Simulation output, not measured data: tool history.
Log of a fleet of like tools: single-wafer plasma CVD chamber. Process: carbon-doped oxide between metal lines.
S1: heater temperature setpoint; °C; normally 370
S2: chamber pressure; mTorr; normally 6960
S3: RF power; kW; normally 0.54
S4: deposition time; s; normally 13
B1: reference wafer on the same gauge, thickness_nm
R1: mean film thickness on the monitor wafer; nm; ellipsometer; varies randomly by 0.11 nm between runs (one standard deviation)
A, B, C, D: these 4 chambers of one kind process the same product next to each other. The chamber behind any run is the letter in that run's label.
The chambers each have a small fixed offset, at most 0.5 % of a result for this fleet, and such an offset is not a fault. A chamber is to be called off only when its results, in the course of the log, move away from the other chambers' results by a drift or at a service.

Run 1A, hour 6.3: usual settings; B1 77.618. Result: R1 69.858 nm.
Run 2B, hour 13.6: usual settings; B1 77.554. Result: R1 69.327 nm.
Run 3D, hour 19: usual settings; B1 77.53. Result: R1 69.234 nm.
Run 4C, hour 24.6: usual settings; B1 77.541. Result: R1 69.142 nm.
Run 5A, hour 29.9: usual settings; B1 77.541. Result: R1 69.347 nm.
Run 6B, hour 36.4: usual settings; B1 77.522. Result: R1 69.312 nm.
Run 7C, hour 41.2: usual settings; B1 77.516. Result: R1 69.118 nm.
Run 8D, hour 47.2: usual settings; B1 77.514. Result: R1 69.441 nm.
Run 9A, hour 52.5: usual settings; B1 77.471. Result: R1 69.491 nm.
Run 10B, hour 57.7: usual settings; B1 77.459. Result: R1 69.22 nm.
Run 11D, hour 64.6: usual settings; B1 77.453. Result: R1 69.13 nm.
Run 12C, hour 69.1: usual settings; B1 77.461. Result: R1 68.974 nm.
Run 13A, hour 72.9: usual settings; B1 77.446. Result: R1 69.41 nm.
Run 14B, hour 77.6: usual settings; B1 77.402. Result: R1 69.219 nm.
Run 15D, hour 82.8: usual settings; B1 77.416. Result: R1 69.233 nm.
Run 16C, hour 88.1: usual settings; B1 77.407. Result: R1 68.882 nm.
Run 17C, hour 91.4: usual settings but S1 358 °C; B1 77.369. Result: R1 71.176 nm.
Run 18B, hour 97.1: usual settings but S1 358 °C; B1 77.395. Result: R1 71.206 nm.
Run 19D, hour 102.7: usual settings but S1 358 °C; B1 77.375. Result: R1 71.28 nm.
Run 20A, hour 108.7: usual settings but S1 358 °C; B1 77.344. Result: R1 71.299 nm.
Run 21C, hour 115.6: usual settings but S2 6200 mTorr, S4 14.4 s; B1 77.323. Result: R1 75.658 nm.
Run 22B, hour 122.5: usual settings but S2 6200 mTorr, S4 14.4 s; B1 77.323. Result: R1 75.658 nm.
Run 23A, hour 127.4: usual settings but S2 6200 mTorr, S4 14.4 s; B1 77.314. Result: R1 75.758 nm.
Run 24D, hour 131.9: usual settings but S2 6200 mTorr, S4 14.4 s; B1 77.315. Result: R1 75.953 nm.
Run 25B, hour 138.1: usual settings; B1 77.31. Result: R1 69.006 nm.
Run 26C, hour 143.1: usual settings; B1 77.276. Result: R1 68.866 nm.
Run 27A, hour 150.3: usual settings; B1 77.223. Result: R1 69.289 nm.
Run 28D, hour 156.7: usual settings; B1 77.242. Result: R1 69.243 nm.
Run 29C, hour 161.5: usual settings; B1 77.232. Result: R1 69.045 nm.
At hour 164.4: chamber A: capacitance manometer re-zeroed and calibrated.
Run 30D, hour 167.4: usual settings; B1 77.18. Result: R1 69.158 nm.
Run 31A, hour 173.9: usual settings; B1 77.219. Result: R1 69.142 nm.
Run 32B, hour 179.8: usual settings; B1 77.214. Result: R1 69.036 nm.
Run 33A, hour 183.8: usual settings; B1 77.167. Result: R1 69.117 nm.
Run 34D, hour 189.6: usual settings but S3 0.615 kW, S4 12 s; B1 77.212. Result: R1 68.946 nm.
Run 35C, hour 196.1: usual settings but S3 0.615 kW, S4 12 s; B1 77.182. Result: R1 68.796 nm.
Run 36B, hour 200.6: usual settings but S3 0.615 kW, S4 12 s; B1 77.135. Result: R1 69.117 nm.
Run 37D, hour 206.9: usual settings but S3 0.615 kW, S4 12 s; B1 77.164. Result: R1 68.925 nm.
Run 38C, hour 213.8: usual settings but S2 5700 mTorr, S4 15 s; B1 77.103. Result: R1 77.498 nm.
Run 39B, hour 220.4: usual settings but S2 5700 mTorr, S4 15 s; B1 77.128. Result: R1 77.827 nm.
Run 40A, hour 223.8: usual settings but S2 5700 mTorr, S4 15 s; B1 77.106. Result: R1 78.165 nm.
Run 41D, hour 229.8: usual settings but S2 5700 mTorr, S4 15 s; B1 77.113. Result: R1 77.963 nm.

All 4 chambers run these settings next. Forecast each chamber's results:
Run 42A, hour 235.1: usual settings. Result: R1 ?.
Run 42B, hour 235.1: usual settings. Result: R1 ?.
Run 42C, hour 235.1: usual settings. Result: R1 ?.
Run 42D, hour 235.1: usual settings. Result: R1 ?.

run      R1
42A  68.941
42B  68.959
42C  68.701
42D  68.951
